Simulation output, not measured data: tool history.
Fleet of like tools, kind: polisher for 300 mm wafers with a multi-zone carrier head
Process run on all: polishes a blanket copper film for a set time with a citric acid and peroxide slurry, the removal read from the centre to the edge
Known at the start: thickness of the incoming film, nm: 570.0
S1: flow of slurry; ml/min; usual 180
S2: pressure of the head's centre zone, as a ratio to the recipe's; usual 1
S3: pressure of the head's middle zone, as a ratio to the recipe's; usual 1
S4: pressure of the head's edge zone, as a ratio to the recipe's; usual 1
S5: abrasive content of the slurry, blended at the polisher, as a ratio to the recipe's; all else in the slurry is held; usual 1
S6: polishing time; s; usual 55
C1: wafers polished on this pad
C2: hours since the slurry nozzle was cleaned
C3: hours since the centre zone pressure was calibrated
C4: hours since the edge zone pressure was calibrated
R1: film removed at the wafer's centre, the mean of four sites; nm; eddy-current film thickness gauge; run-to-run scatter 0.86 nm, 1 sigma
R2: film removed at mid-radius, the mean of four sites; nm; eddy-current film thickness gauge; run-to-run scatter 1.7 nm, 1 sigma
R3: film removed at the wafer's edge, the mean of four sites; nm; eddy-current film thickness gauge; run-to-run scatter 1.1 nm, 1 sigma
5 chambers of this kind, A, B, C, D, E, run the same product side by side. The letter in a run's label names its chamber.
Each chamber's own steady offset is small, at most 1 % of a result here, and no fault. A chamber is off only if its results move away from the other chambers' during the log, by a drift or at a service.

run,hour,S1,S2,S3,S4,S5,S6,C1,C2,C3,C4,R1,R2,R3
1A,7.3,180,1,1,1,1,55,701,287,85.2,278.6,113.01,109.85,112.65
# hour 11.8: chamber B: worn pad replaced by a new one
2D,18.7,180,1,1,1,1,55,276,88.1,405.4,61.8,111.98,112.34,112.27
3E,27.2,180,1,1,1,1,55,557,480.2,750.2,1387.9,110.43,112.89,111.66
# hour 30: chamber A: worn pad replaced by a new one
4C,38.7,180,1,1,1,1,55,405,650.5,143,1154.9,111.08,112.36,113.2
# hour 39.2: chamber E: worn pad replaced by a new one
5B,52.8,180,1,1,1,1,55,410,74.9,410.8,303.8,112.47,115,111.13
6B,64,180,1,1,1,1,55,522,86.1,422,315,112.05,112.72,110.38
# hour 69.4: chamber C: worn pad replaced by a new one
# hour 71.2: chamber B: worn pad replaced by a new one
7E,72.4,180,1,1,1,1,55,332,525.4,795.4,1433.1,111.1,115.39,111.04
8D,85.6,180,1,1,1,1,55,945,155,472.3,128.7,110.82,112.9,112.78
9C,94.5,180,1,1,1,1,55,251,706.3,198.8,1210.7,111.71,112.5,114.72
10A,101.8,180,1,1,1,1,55,718,381.5,179.7,373.1,112.3,114.12,109.93
11D,110.3,180,1,1,1,1,55,1192,179.7,497,153.4,113.31,111.63,113.52
# hour 114.5: chamber E: worn pad replaced by a new one
12E,124.7,180,1,1,1,1,55,102,577.7,847.7,1485.4,110.48,113.84,112.31
# hour 133.1: chamber D: worn pad replaced by a new one
# hour 138.3: chamber A: worn pad replaced by a new one
13A,139.3,180,1,1,1,1,55,10,419,217.2,410.6,113.26,109.68,111.05
# hour 143.8: chamber B: worn pad replaced by a new one
# hour 144.1: chamber C: worn pad replaced by a new one
14B,150.4,180,1,1,1,1,55,66,172.5,508.4,401.4,113.32,111.05,109.92
# hour 151.6: chamber E: edge zone pressure recalibrated
15C,158.6,180,1,1,1,1,55,145,770.4,262.9,1274.8,111.47,113.41,113.71
16E,166.3,180,1,1,1,1,55,518,619.3,889.3,14.7,111.44,113.24,113.26
# hour 170.5: chamber B: edge zone pressure recalibrated
# hour 173.8: chamber C: slurry nozzle cleaned
17C,175.7,180,1,1,1,1,55,316,2,280,1291.9,110.62,112.48,112.17
18A,183.8,180,1,1,1,1,55,455,463.5,261.7,455.1,111.92,110.99,108.72
# hour 186.8: chamber E: worn pad replaced by a new one
# hour 190.7: chamber A: edge zone pressure recalibrated
19D,193.5,180,1,1,1,1,55,604,262.9,580.2,236.6,112.78,114.49,112.73
20B,206.2,180,1,1,1,1,55,624,228.3,564.2,35.7,112.69,111.26,112.73
# hour 210.1: chamber B: worn pad replaced by a new one
# hour 212.8: chamber C: worn pad replaced by a new one
21D,217.9,180,1,1,1,1,55,848,287.3,604.6,261,111.37,111.53,110.13
# hour 219.2: chamber C: edge zone pressure recalibrated
# hour 219.5: chamber A: slurry nozzle cleaned
# hour 225.8: chamber E: slurry nozzle cleaned
22B,226.6,180,1,1,1,1,55,165,248.7,584.6,56.1,110.52,112.1,111.24
23E,237.1,180,1,1,1,1,55,504,11.3,960.1,85.5,111.17,111.03,111.53
24A,248.8,180,1,1,0.95,0.8,55,1105,29.3,326.7,58.2,108.32,107.01,103.77
# hour 251.8: chamber A: worn pad replaced by a new one
25C,255.7,180,1,1,0.95,0.8,55,429,82,360,36.6,105.77,104.67,104.62
# hour 256.7: chamber E: worn pad replaced by a new one
# hour 262.4: chamber D: worn pad replaced by a new one
26B,267.6,180,1,1,0.95,0.8,55,575,289.7,625.6,97.1,107.42,103.29,101.36
27C,274.6,180,1,1,0.95,0.8,55,618,100.9,378.9,55.5,105.32,108.25,102.74
28E,287,180,1,1,0.95,0.8,55,303,61.2,1010,135.4,107.05,107.53,102.43
29A,298.4,180,1,1,1,1,55,466,78.9,376.3,107.8,112.24,113.27,111.8
# hour 305.3: chamber D: centre zone pressure recalibrated
30D,310.6,180,1,1,1,1,55,482,380,5.4,353.7,112.77,111.66,111.06
31D,319.5,180,1,1,1,1,55,571,388.9,14.3,362.6,111.49,112.94,111.52

Next, every chamber runs the same settings. What will each give?
32A,330.3,180,1,1,1,1.2,55,,,,,?,?,?
32B,330.3,180,1,1,1,1.2,55,,,,,?,?,?
32C,330.3,180,1,1,1,1.2,55,,,,,?,?,?
32D,330.3,180,1,1,1,1.2,55,,,,,?,?,?
32E,330.3,180,1,1,1,1.2,55,,,,,?,?,?

run,R1,R2,R3
32A,116.53,115.11,116.49
32B,116.32,116.11,115.24
32C,115.02,114.38,116.8
32D,115.1,118.45,116.32
32E,116.43,116.8,117.09

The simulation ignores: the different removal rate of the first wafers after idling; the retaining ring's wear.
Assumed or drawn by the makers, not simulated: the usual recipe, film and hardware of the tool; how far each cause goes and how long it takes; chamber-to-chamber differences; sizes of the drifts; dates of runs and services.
